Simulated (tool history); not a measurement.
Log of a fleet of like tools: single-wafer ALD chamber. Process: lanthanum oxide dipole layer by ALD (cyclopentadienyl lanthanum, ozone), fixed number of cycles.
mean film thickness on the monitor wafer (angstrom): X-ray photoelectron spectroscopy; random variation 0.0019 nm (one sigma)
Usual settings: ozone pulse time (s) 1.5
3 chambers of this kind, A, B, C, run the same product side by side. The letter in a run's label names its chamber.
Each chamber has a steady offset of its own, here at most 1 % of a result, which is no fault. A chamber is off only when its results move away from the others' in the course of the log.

run	hour	ozone pulse time (s)	hours since the last thermocouple change	hours since the last ozone generator service	read-back reference wafer on the same gauge, thickness_nm	mean film thickness on the monitor wafer (angstrom)
1B	13.3	1.5	2557	1044.6	0.47557	5.4505
2C	22.3	1.5	322.5	992.3	0.47625	5.5074
3A	29.3	1.5	1245.2	1213.5	0.47618	5.4393
4A	36.5	1.5	1252.4	1220.7	0.4763	5.4206
5B	48.2	1.5	2591.9	1079.5	0.47586	5.4943
6C	56	1.5	356.2	1026	0.47626	5.4797
# hour 57.8: chamber B: thermocouple changed; heater temperature recalibrated
# hour 63: chamber A: thermocouple changed; heater temperature recalibrated
7C	63	1.5	363.2	1033	0.47603	5.4919
8A	75.5	1.5	12.6	1259.7	0.47613	5.4921
9B	88.2	1.5	30.5	1119.5	0.47599	5.5079
10C	100.5	1.92	400.7	1070.5	0.47577	5.6524
11A	110.2	1.92	47.3	1294.4	0.47585	5.5878
12B	120.2	1.92	62.5	1151.5	0.47584	5.6451
13C	131.5	1.5	431.7	1101.5	0.47597	5.4945
14A	137.5	1.5	74.6	1321.7	0.47622	5.4488
15B	148.4	2.08	90.7	1179.7	0.47624	5.6673
16B	158.7	2.08	101	1190	0.47626	5.7086
17A	168.9	2.08	106	1353.1	0.47613	5.6889
18C	176.9	1.5	477.1	1146.9	0.47602	5.5087
19A	186.2	1.5	123.3	1370.4	0.47619	5.4632
20B	198.5	1.5	140.8	1229.8	0.47624	5.4767
21C	206	1.5	506.2	1176	0.47663	5.4984
22C	214.7	1.5	514.9	1184.7	0.47572	5.5117
23A	224.4	1.5	161.5	1408.6	0.47621	5.4345
24B	230.2	1.5	172.5	1261.5	0.47574	5.4915
25B	238.1	1.5	180.4	1269.4	0.47585	5.5341
26A	251.3	1.5	188.4	1435.5	0.47591	5.4519

What goes on in this fleet: one chamber off, a drifting gauge, or nothing beyond the chambers' own small offsets? Name the chamber and the cause, if any.

No chamber stands off beyond its own small offset, and the gauge holds steady.
